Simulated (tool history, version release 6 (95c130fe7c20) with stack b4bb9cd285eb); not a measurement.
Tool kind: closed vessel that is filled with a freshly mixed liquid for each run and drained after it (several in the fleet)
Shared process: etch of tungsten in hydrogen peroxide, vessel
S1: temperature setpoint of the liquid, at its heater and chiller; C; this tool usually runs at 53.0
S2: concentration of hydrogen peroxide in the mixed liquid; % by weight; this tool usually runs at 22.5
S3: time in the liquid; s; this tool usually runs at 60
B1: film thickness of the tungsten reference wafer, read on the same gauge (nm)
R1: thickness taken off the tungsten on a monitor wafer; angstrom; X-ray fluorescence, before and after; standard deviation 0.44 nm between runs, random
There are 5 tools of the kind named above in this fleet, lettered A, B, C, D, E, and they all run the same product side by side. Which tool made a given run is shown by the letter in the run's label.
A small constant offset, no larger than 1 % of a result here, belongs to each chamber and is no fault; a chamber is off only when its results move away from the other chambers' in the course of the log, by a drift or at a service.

run	hour	S1	S2	S3	B1	R1
1A	4.3	53.0	22.5	60	80.000	1148.40
2E	8.1	53.0	22.5	60	80.011	1148.60
3D	13.4	53.0	22.5	60	79.991	1159.10
4C	16.4	53.0	22.5	60	80.003	1151.60
5B	19.9	53.0	27.5	90	80.021	1920.30
6C	23.1	53.0	27.5	90	80.014	1900.40
7A	28.7	53.0	27.5	90	80.013	1898.40
8B	32.4	53.0	27.5	90	79.997	1933.60
9D	35.6	53.0	27.5	90	79.986	1911.10
# hour 35.9: chamber C: new drum of peroxide connected
10E	38.8	53.0	22.5	60	79.980	1141.40
11D	43.3	53.0	22.5	60	80.006	1158.20
12C	48.3	60.5	22.5	40	80.007	1193.60
# hour 48.8: chamber D: thermometer replaced
13E	52.6	60.5	22.5	40	80.002	1174.90
14A	55.7	60.5	22.5	40	80.021	1166.60
15B	60.1	60.5	22.5	40	80.049	1198.50
16A	63.6	60.5	22.5	40	79.993	1167.10
17C	67.5	60.0	22.5	60	80.012	1737.70
18B	71.4	60.0	22.5	60	80.013	1754.00
19D	73.9	60.0	22.5	60	80.005	1749.10
20E	77.8	60.0	22.5	60	79.993	1701.10
21C	83.5	60.0	22.5	60	79.997	1731.90
22E	86.7	53.0	22.5	60	79.976	1141.80
23B	92.4	53.0	22.5	60	80.003	1166.90
24A	97.6	49.0	22.5	60	80.017	887.99
25D	101.2	49.0	22.5	60	79.987	906.05
26C	104.6	49.0	22.5	60	79.991	894.52
27B	109.7	49.0	22.5	60	80.016	909.84
28E	115.2	49.0	22.5	60	79.990	899.87
29A	117.9	53.0	22.5	60	79.999	1119.60
30D	121.7	53.0	22.5	60	80.001	1159.10
31B	125.0	53.0	22.5	60	80.042	1162.70
32C	127.9	47.5	22.5	60	80.012	821.87
33D	130.8	47.5	22.5	60	80.007	829.85

Is one chamber off against the others, does the gauge drift, or is nothing wrong? If a chamber is off, say which, and what the likeliest cause is.

Chamber A drifts away from the others.
What lies behind it: peroxide flow below the setpoint (%) = 5.83.
The log may not separate it from: liquid colder than its thermometer reads (K); peroxide weaker than its label (%).

Below are 4 candidate recipes for chamber A's next run, each the usual settings with a change, their results shown as question marks. Which of them brings A's results back in line with what the other chambers give on the usual settings?
To be in line, a result may differ from the other chambers' mean on the usual settings by at most: R1 16.00 angstrom
34A-1	134.9	53.0	22.5	55		?
34A-2	134.9	53.0	24.0	60		?
34A-3	134.9	53.0	22.5	65		?
34A-4	134.9	53.0	21.0	60		?

Other chambers, usual settings, mean: R1 1154.10 angstrom
run	R1
34A-1	1016.70
34A-2	1145.80
34A-3	1201.60
34A-4	1071.30
The right change is 34A-2: it brings the chamber back within the allowed miss of the others.

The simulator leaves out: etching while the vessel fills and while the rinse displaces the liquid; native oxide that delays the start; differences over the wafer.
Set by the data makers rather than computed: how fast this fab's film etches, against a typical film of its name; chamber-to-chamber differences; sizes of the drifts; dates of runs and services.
